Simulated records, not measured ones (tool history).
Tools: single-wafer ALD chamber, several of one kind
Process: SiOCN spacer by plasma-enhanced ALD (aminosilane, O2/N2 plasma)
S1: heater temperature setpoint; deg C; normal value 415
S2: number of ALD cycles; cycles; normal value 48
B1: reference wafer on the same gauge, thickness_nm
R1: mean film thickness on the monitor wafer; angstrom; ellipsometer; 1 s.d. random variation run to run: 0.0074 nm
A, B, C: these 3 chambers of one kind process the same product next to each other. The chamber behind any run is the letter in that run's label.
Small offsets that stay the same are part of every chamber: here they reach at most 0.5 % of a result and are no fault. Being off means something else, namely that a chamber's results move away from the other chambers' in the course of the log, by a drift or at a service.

| run | hour | S1 | S2 | B1 | R1 |
|---|---|---|---|---|---|
| 1C | 5.9 | 415 | 48 | 2.92 | 27.69 |
| 2B | 16.4 | 415 | 48 | 2.9188 | 27.57 |
| 3A | 27.6 | 415 | 48 | 2.92 | 27.651 |
| 4A | 38 | 415 | 48 | 2.9209 | 27.663 |
| 5B | 50.3 | 415 | 48 | 2.9193 | 27.445 |
| 6C | 60.2 | 415 | 48 | 2.9207 | 27.66 |
| 7A | 69.5 | 415 | 48 | 2.9192 | 27.655 |
| 8C | 75.8 | 415 | 48 | 2.9202 | 27.752 |
| 9B | 82.8 | 415 | 48 | 2.9196 | 27.493 |
| 10A | 93.5 | 415 | 48 | 2.9208 | 27.646 |
| 11C | 101.1 | 426 | 40 | 2.9177 | 22.353 |
| 12B | 109.4 | 426 | 40 | 2.9207 | 22.068 |
| 13A | 117.2 | 426 | 40 | 2.919 | 22.159 |
| 14B | 126.4 | 415 | 48 | 2.9191 | 27.6 |
| 15C | 133.4 | 415 | 48 | 2.92 | 27.652 |
| 16A | 139.6 | 415 | 48 | 2.917 | 27.738 |
| 17B | 146.4 | 424 | 53 | 2.9204 | 29.412 |
| 18C | 157.4 | 424 | 53 | 2.9203 | 29.836 |
| 19B | 165.5 | 424 | 53 | 2.9201 | 29.502 |
| 20C | 176.7 | 415 | 48 | 2.9182 | 27.85 |
| 21A | 184.4 | 415 | 48 | 2.9203 | 27.647 |
| 22A | 196.7 | 415 | 48 | 2.9188 | 27.678 |
| 23B | 204.6 | 415 | 48 | 2.9197 | 27.558 |
| 24C | 213.8 | 415 | 48 | 2.9185 | 27.696 |
| 25B | 225.4 | 415 | 48 | 2.9199 | 27.562 |
| 26C | 232.6 | 415 | 48 | 2.9189 | 27.649 |
| 27A | 241.1 | 415 | 48 | 2.9188 | 27.664 |
| 28A | 253 | 415 | 44 | 2.9189 | 25.33 |
| 29B | 264.7 | 415 | 44 | 2.9209 | 25.171 |
| 30C | 273.3 | 415 | 44 | 2.9211 | 25.369 |
| 31C | 281.3 | 415 | 48 | 2.9189 | 27.663 |
| 32B | 294 | 415 | 48 | 2.9202 | 27.515 |
| 33A | 301.4 | 415 | 48 | 2.9167 | 27.628 |
| 34C | 312.3 | 415 | 48 | 2.9211 | 27.843 |
| 35B | 320.1 | 415 | 48 | 2.9207 | 27.623 |
| 36A | 330 | 415 | 48 | 2.9216 | 27.698 |
| 37A | 337.8 | 415 | 48 | 2.9186 | 27.628 |
| 38C | 345.7 | 420 | 44 | 2.9197 | 25.062 |
| 39B | 354.6 | 420 | 44 | 2.9192 | 24.821 |
| 40B | 363.9 | 420 | 44 | 2.9198 | 24.758 |
| 41C | 370.8 | 423 | 40 | 2.9199 | 22.46 |

Read the log: is a single chamber off, either drifting away or since a service, is the gauge that measures every chamber drifting, or is nothing wrong beyond small per-chamber offsets? Name any odd chamber and what most likely caused it.

Neither any chamber nor the gauge drifts; the chambers differ only by their own small, steady offsets.

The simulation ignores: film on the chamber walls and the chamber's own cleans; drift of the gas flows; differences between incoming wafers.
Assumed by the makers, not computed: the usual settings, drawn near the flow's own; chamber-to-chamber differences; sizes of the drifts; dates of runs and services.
